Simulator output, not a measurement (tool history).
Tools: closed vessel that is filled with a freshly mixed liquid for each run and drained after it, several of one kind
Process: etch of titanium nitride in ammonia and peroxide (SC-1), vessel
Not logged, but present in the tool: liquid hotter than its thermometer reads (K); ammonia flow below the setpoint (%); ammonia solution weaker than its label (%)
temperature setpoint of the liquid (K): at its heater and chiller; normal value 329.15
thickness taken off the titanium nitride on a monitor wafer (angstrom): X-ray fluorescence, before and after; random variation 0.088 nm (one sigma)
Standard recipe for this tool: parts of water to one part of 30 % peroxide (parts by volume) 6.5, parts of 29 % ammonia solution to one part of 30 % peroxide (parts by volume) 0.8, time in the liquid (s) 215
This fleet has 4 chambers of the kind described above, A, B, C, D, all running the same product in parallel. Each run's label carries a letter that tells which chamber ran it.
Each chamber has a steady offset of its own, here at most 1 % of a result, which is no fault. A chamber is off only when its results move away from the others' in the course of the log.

run   hour  temperature setpoint of the liquid (K)  parts of water to one part of 30 % peroxide (parts by volume)  parts of 29 % ammonia solution to one part of 30 % peroxide (parts by volume)  time in the liquid (s)  hours since the thermometer was replaced  hours since the ammonia flow meter was replaced  hours since the drum of ammonia solution was connected  read-back film thickness of the titanium nitride reference wafer, read on the same gauge (nm)  thickness taken off the titanium nitride on a monitor wafer (angstrom)
 1B   15.5                                  329.15                                                            6.5                                                                            0.8                     215                                     319.5                                            502.3                                                   722.4                                                                                         29.993                                                                 145.870
 2A   30.9                                  329.15                                                            6.5                                                                            0.8                     215                                     153.6                                            622.2                                                   260.6                                                                                         29.995                                                                 144.390
 3C   38.3                                  329.15                                                            6.5                                                                            0.8                     215                                     103.9                                            590.7                                                   214.5                                                                                         30.001                                                                 148.120
 4D   48.4                                  329.15                                                            6.5                                                                            0.8                     215                                    1274.2                                            491.7                                                   339.9                                                                                         29.994                                                                 146.710
      48.6  -- chamber B: new drum of ammonia solution connected
 5B   62.4                                  329.15                                                            6.5                                                                            0.8                     215                                     366.4                                            549.2                                                    13.8                                                                                         30.010                                                                 146.230
      66.9  -- chamber C: ammonia flow meter replaced
 6C   78.1                                  324.15                                                            6.5                                                                            0.9                     215                                     143.7                                             11.2                                                   254.3                                                                                         30.009                                                                 105.530
 7D   88.7                                  324.15                                                            6.5                                                                            0.9                     215                                    1314.5                                            532.0                                                   380.2                                                                                         30.009                                                                 106.320
 8A  101.6                                  324.15                                                            6.5                                                                            0.9                     215                                     224.3                                            692.9                                                   331.3                                                                                         30.004                                                                 105.330
 9C  109.2                                  324.15                                                            6.5                                                                            0.9                     215                                     174.8                                             42.3                                                   285.4                                                                                         29.998                                                                 105.930
10A  122.7                                  329.15                                                            6.5                                                                            0.5                     215                                     245.4                                            714.0                                                   352.4                                                                                         29.989                                                                 136.210
11B  130.6                                  329.15                                                            6.5                                                                            0.5                     215                                     434.6                                            617.4                                                    82.0                                                                                         30.012                                                                 134.900
12D  141.4                                  329.15                                                            6.5                                                                            0.5                     215                                    1367.2                                            584.7                                                   432.9                                                                                         30.006                                                                 137.200
13C  150.4                                  329.15                                                            6.5                                                                            0.5                     215                                     216.0                                             83.5                                                   326.6                                                                                         29.998                                                                 136.310
14A  161.7                                  329.15                                                            6.5                                                                            0.8                     215                                     284.4                                            753.0                                                   391.4                                                                                         30.000                                                                 145.580
     174.7  -- chamber A: new drum of ammonia solution connected
     175.6  -- chamber B: ammonia flow meter replaced
15B  178.0                                  329.15                                                            6.5                                                                            0.8                     120                                     482.0                                              2.5                                                   129.4                                                                                         30.004                                                                  81.939
16D  186.7                                  329.15                                                            6.5                                                                            0.8                     120                                    1412.5                                            630.0                                                   478.2                                                                                         30.004                                                                  81.311
17D  201.1                                  329.15                                                            6.5                                                                            0.8                     120                                    1426.9                                            644.4                                                   492.6                                                                                         29.989                                                                  80.931
18A  216.2                                  329.15                                                            6.5                                                                            0.8                     120                                     338.9                                            807.5                                                    41.5                                                                                         29.992                                                                  80.697
19B  223.8                                  329.15                                                            6.5                                                                            0.8                     215                                     527.8                                             48.3                                                   175.2                                                                                         30.005                                                                 146.020
20C  238.6                                  329.15                                                            6.5                                                                            0.8                     215                                     304.2                                            171.7                                                   414.8                                                                                         29.997                                                                 147.940
21A  246.1                                  329.15                                                            6.5                                                                            0.8                     215                                     368.8                                            837.4                                                    71.4                                                                                         30.019                                                                 147.050
22D  253.7                                  329.15                                                            6.5                                                                            0.8                     215                                    1479.5                                            697.0                                                   545.2                                                                                         30.000                                                                 146.580
23C  263.1                                  329.15                                                            6.5                                                                            0.8                     215                                     328.7                                            196.2                                                   439.3                                                                                         29.985                                                                 147.620
24B  274.5                                  329.15                                                            6.5                                                                            0.8                     215                                     578.5                                             99.0                                                   225.9                                                                                         29.972                                                                 146.720
25C  281.9                                  329.15                                                            6.5                                                                            0.8                     215                                     347.5                                            215.0                                                   458.1                                                                                         30.009                                                                 146.360
26D  294.0                                  329.15                                                            6.5                                                                            0.8                     215                                    1519.8                                            737.3                                                   585.5                                                                                         30.008                                                                 144.260

Each of the 4 chambers runs these same settings next. Fill in every chamber's results:
27A  305.9                                  329.15                                                            6.5                                                                            0.8                     215                                                                                                                                                                                                                                                                                                                         ?
27B  305.9                                  329.15                                                            6.5                                                                            0.8                     215                                                                                                                                                                                                                                                                                                                         ?
27C  305.9                                  329.15                                                            6.5                                                                            0.8                     215                                                                                                                                                                                                                                                                                                                         ?
27D  305.9                                  329.15                                                            6.5                                                                            0.8                     215                                                                                                                                                                                                                                                                                                                         ?

run  thickness taken off the titanium nitride on a monitor wafer (angstrom)
27A                                                                 145.980
27B                                                                 145.570
27C                                                                 148.350
27D                                                                 146.980
